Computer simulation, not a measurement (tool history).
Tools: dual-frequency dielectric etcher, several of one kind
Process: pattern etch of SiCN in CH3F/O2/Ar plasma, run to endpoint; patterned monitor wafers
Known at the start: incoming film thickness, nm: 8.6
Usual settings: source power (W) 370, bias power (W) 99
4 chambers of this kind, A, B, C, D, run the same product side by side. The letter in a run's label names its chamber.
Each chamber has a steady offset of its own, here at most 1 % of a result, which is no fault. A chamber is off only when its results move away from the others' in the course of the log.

| run | hour | source power (W) | bias power (W) | endpoint time (s) |
|---|---|---|---|---|
| 1A | 8.7 | 370 | 99 | 21.220 |
| 2D | 22.8 | 370 | 99 | 21.023 |
| 3C | 30.9 | 370 | 99 | 21.192 |
| 4B | 43.4 | 370 | 99 | 21.378 |
| 5D | 53.7 | 370 | 99 | 21.113 |
| 6A | 67.0 | 430 | 77 | 21.945 |
| 7C | 76.3 | 430 | 77 | 21.842 |
| 8B | 91.3 | 430 | 77 | 22.000 |
| 9B | 102.3 | 430 | 77 | 22.253 |
| 10D | 115.6 | 370 | 99 | 21.045 |
| 11A | 127.6 | 370 | 99 | 21.125 |
| 12C | 142.5 | 370 | 99 | 21.054 |
| 13D | 151.1 | 300 | 107 | 21.642 |
| 14B | 164.8 | 300 | 107 | 22.310 |
| 15C | 173.1 | 300 | 107 | 22.454 |
| 16A | 181.2 | 300 | 107 | 22.345 |
| 17C | 193.6 | 370 | 99 | 21.177 |
|  | 202.9 | chamber A: wet clean of the chamber |
| 18B | 204.8 | 370 | 99 | 21.220 |
| 19A | 218.3 | 370 | 99 | 21.170 |
| 20D | 227.8 | 370 | 99 | 20.813 |
| 21D | 240.7 | 370 | 84 | 22.467 |
| 22B | 251.1 | 370 | 84 | 22.316 |
|  | 252.1 | chamber D: wet clean of the chamber |
| 23A | 266.1 | 370 | 84 | 22.464 |
| 24C | 279.6 | 370 | 84 | 22.548 |
| 25B | 289.2 | 370 | 99 | 20.853 |
|  | 291.9 | chamber B: wet clean of the chamber |
| 26D | 296.5 | 330 | 82 | 23.359 |
| 27A | 304.5 | 330 | 82 | 23.828 |
| 28C | 317.8 | 330 | 82 | 24.030 |
| 29C | 328.4 | 330 | 82 | 23.857 |
| 30B | 336.5 | 440 | 119 | 18.425 |
| 31D | 346.2 | 440 | 119 | 18.394 |
| 32A | 354.4 | 440 | 119 | 18.717 |
| 33C | 362.9 | 440 | 119 | 19.005 |
| 34A | 375.1 | 370 | 99 | 21.248 |
| 35D | 387.9 | 370 | 99 | 21.066 |
| 36B | 399.5 | 370 | 99 | 21.384 |
| 37B | 407.3 | 370 | 116 | 19.759 |
| 38C | 421.1 | 370 | 116 | 20.514 |
| 39D | 428.0 | 370 | 116 | 19.650 |
| 40A | 438.6 | 370 | 116 | 20.120 |

What goes on in this fleet: one chamber off, a drifting gauge, or nothing beyond the chambers' own small offsets? Name the chamber and the cause, if any.

Chamber C drifts away from the others.
Cause: etch rate under this chamber's usual, % = 3.42.

Here are 4 candidates for chamber C's next run, each the usual settings with a change, their results left as question marks. Which one brings its results back in line with what the others give on the usual settings?
In line means no further than this from the other chambers' mean on the usual settings: endpoint time (s) 0.480
| 41C-1 | 449.7 | 390 | 104 | ? |
| 41C-2 | 449.7 | 330 | 88 | ? |
| 41C-3 | 449.7 | 370 | 120 | ? |
| 41C-4 | 449.7 | 350 | 94 | ? |

The other chambers' mean on the usual settings: endpoint time (s) 21.098
| run | endpoint time (s) |
|---|---|
| 41C-1 | 21.122 |
| 41C-2 | 23.928 |
| 41C-3 | 20.395 |
| 41C-4 | 22.841 |
41C-1 brings the chamber back in line.

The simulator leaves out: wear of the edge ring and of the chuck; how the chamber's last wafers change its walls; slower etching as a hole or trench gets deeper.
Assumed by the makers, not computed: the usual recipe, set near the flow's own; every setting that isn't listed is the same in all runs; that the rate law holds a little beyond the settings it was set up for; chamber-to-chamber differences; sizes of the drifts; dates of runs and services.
